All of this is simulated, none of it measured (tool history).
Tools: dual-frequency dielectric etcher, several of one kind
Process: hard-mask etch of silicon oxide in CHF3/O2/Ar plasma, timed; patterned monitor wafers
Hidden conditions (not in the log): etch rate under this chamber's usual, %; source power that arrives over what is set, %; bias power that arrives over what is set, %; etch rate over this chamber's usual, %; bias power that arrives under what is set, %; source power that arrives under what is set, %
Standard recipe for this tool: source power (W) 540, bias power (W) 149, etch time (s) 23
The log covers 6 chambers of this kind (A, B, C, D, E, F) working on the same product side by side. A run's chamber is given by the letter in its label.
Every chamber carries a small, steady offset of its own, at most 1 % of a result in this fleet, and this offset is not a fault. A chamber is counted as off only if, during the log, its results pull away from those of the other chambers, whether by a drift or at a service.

run	hour	source power (W)	bias power (W)	etch time (s)	hours since the last wet clean	hours since the last source power generator calibration	hours since the last bias power generator calibration	read-back reference wafer on the same gauge, depth_nm	mean etch depth across the wafer (angstrom)
1C	5.5	540	149	23	93	409.3	2237.1	38.593	408.21
2A	12.1	540	149	23	333.3	608.1	588.5	38.614	410.7
3E	19.8	540	149	23	371.9	1541.8	3514.9	38.598	412.65
4B	26.2	540	149	23	173.9	2207.6	1703.3	38.595	413.17
# hour 27.6: chamber A: wet clean of the chamber
5D	30.7	540	149	23	36.5	873.1	1353	38.599	407.52
6F	37	540	149	23	133.4	2006.5	1547.6	38.601	410.85
7A	42.7	540	149	23	15.2	638.7	619.1	38.607	413.19
8F	50.9	540	149	23	147.3	2020.4	1561.5	38.583	411.29
9D	55.1	540	149	23	60.9	897.5	1377.4	38.588	407.23
10B	62.5	540	149	23	210.2	2243.9	1739.6	38.594	412.18
11C	71.4	540	149	23	158.9	475.2	2303	38.61	409.41
12E	77	540	149	23	429.1	1599	3572.1	38.593	411.69
13A	83.9	540	149	23	56.4	679.9	660.3	38.61	412.57
14C	89.3	440	149	23	176.8	493.1	2320.9	38.605	377.23
15F	93.7	440	149	23	190.1	2063.2	1604.3	38.602	380.06
16D	98.8	440	149	23	104.6	941.2	1421.1	38.597	374.58
17E	103.1	440	149	23	455.2	1625.1	3598.2	38.622	380.43
18B	109.5	440	149	23	257.2	2290.9	1786.6	38.613	380.65
19D	115.8	440	149	23	121.6	958.2	1438.1	38.604	375.23
20F	121.8	540	149	23	218.2	2091.3	1632.4	38.593	412.4
21A	128.3	540	149	23	100.8	724.3	704.7	38.597	413.01
22E	136.7	540	149	23	488.8	1658.7	3631.8	38.603	411.33
23B	141.4	630	132	23	289.1	2322.8	1818.5	38.608	420.25
24C	148.6	630	132	23	236.1	552.4	2380.2	38.583	415.17
25D	157.5	630	132	23	163.3	999.9	1479.8	38.582	415.45
26B	163.7	630	132	23	311.4	2345.1	1840.8	38.594	420.48
27A	169.2	630	132	23	141.7	765.2	745.6	38.606	420.88
# hour 171.6: chamber E: wet clean of the chamber
28C	173.6	630	132	23	261.1	577.4	2405.2	38.601	415.76
29F	181.3	540	149	23	277.7	2150.8	1691.9	38.632	410.62
30E	187.6	540	149	23	16	1709.6	3682.7	38.598	410.43
31E	191.5	540	149	23	19.9	1713.5	3686.6	38.581	411.4
32A	200	600	149	26.5	172.5	796	776.4	38.609	492.86
33F	208.4	600	149	26.5	304.8	2177.9	1719	38.626	494.15
34B	214.4	600	149	26.5	362.1	2395.8	1891.5	38.589	494.93
35D	223.3	600	149	26.5	229.1	1065.7	1545.6	38.601	487.27
36C	229.1	600	149	26.5	316.6	632.9	2460.7	38.588	484.46
37B	234.2	600	149	26.5	381.9	2415.6	1911.3	38.584	493.47
38D	242.3	540	149	23	248.1	1084.7	1564.6	38.599	406.64
39E	250	540	149	23	78.4	1772	3745.1	38.622	410.84
40A	255.2	540	149	23	227.7	851.2	831.6	38.604	412.08

What goes on in this fleet: one chamber off, a drifting gauge, or nothing beyond the chambers' own small offsets? Name the chamber and the cause, if any.

It is chamber C that slowly wanders off from its peers.
What lies behind it: etch rate under this chamber's usual, % = 1.66.
Not necessarily distinguishable in this log from: source power that arrives under what is set, %; bias power that arrives under what is set, %.

Chamber C could run next with any of the 4 candidate recipes listed below; each alters the usual settings, and their results appear as question marks. Which one brings its results back in line with what the other chambers deliver on the usual settings?
Allowed miss from the other chambers' usual-settings mean, per result, to count as in line: mean etch depth across the wafer (angstrom) 3.3
41C-1	261.5	540	149	23.5					?
41C-2	261.5	530	149	23					?
41C-3	261.5	540	149	22.5					?
41C-4	261.5	550	149	23					?

Usual-settings mean across the other chambers: mean etch depth across the wafer (angstrom) 410.5
run	mean etch depth across the wafer (angstrom)
41C-1	411.87
41C-2	400.22
41C-3	394.35
41C-4	405.97
41C-1 brings the chamber back in line.
